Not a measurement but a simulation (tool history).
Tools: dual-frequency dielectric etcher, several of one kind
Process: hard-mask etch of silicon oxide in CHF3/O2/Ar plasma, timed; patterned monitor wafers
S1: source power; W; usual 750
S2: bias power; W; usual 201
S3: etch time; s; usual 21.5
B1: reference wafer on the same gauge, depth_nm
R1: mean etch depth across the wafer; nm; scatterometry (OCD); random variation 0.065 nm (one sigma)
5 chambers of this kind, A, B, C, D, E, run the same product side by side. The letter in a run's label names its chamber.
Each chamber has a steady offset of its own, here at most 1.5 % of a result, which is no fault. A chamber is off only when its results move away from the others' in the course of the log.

run,hour,S1,S2,S3,B1,R1
1A,11.9,750,201,21.5,42.005,47.899
2D,23.4,750,201,21.5,41.984,47.649
# hour 26.7: chamber E: wet clean of the chamber
3B,33.3,750,201,21.5,41.986,47.467
4E,41.1,750,201,21.5,41.976,48.179
# hour 54: chamber B: wet clean of the chamber
5C,55.2,750,201,21.5,41.966,48.197
6A,68.4,750,201,21.5,41.952,48.022
7E,79.3,750,201,21.5,41.962,48.08
8C,91.9,630,201,21.5,41.939,45.049
9B,99.9,630,201,21.5,41.93,44.326
10D,113.8,630,201,21.5,41.917,44.478
11C,127.3,630,201,21.5,41.919,45.151
12E,139.8,630,201,21.5,41.909,44.886
# hour 141.1: chamber C: wet clean of the chamber
13D,147.3,750,201,21.5,41.903,47.501
14A,156.8,750,201,21.5,41.898,47.956
15B,169.7,750,201,21.5,41.893,47.369
16E,182.7,750,201,21.5,41.891,47.998
17B,196,750,201,21.5,41.872,47.4
# hour 203.9: chamber B: bias power generator calibrated
18C,204.5,750,201,21.5,41.867,48.148
19A,215,750,201,21.5,41.878,47.856
20D,221.1,750,201,21.5,41.858,47.347
21D,227.5,750,201,21.5,41.856,47.513
22C,236.7,750,201,21.5,41.849,48.177
23B,247.8,750,201,21.5,41.863,47.342
# hour 257.2: chamber D: wet clean of the chamber
24E,259.7,750,201,21.5,41.84,47.949
25A,273.3,750,201,21.5,41.817,47.849
# hour 273.6: chamber B: source power generator calibrated
26A,284.1,750,201,21.5,41.816,47.806
27E,291.2,750,201,21.5,41.8,47.752
28C,297.5,750,201,21.5,41.805,48.037
29D,305.3,750,201,21.5,41.795,47.494
30B,313.3,750,181,21.5,41.819,45.658
# hour 319.9: chamber A: wet clean of the chamber
31B,326.3,750,181,21.5,41.799,45.634
32E,337.6,750,181,21.5,41.785,46.147
33C,344.6,750,181,21.5,41.78,46.391
34A,356.9,750,181,21.5,41.771,46.117

All 5 chambers run these settings next. Forecast each chamber's results:
35A,366.9,750,201,21.5,,?
35B,366.9,750,201,21.5,,?
35C,366.9,750,201,21.5,,?
35D,366.9,750,201,21.5,,?
35E,366.9,750,201,21.5,,?

run,R1
35A,47.841
35B,47.203
35C,47.975
35D,47.353
35E,47.838
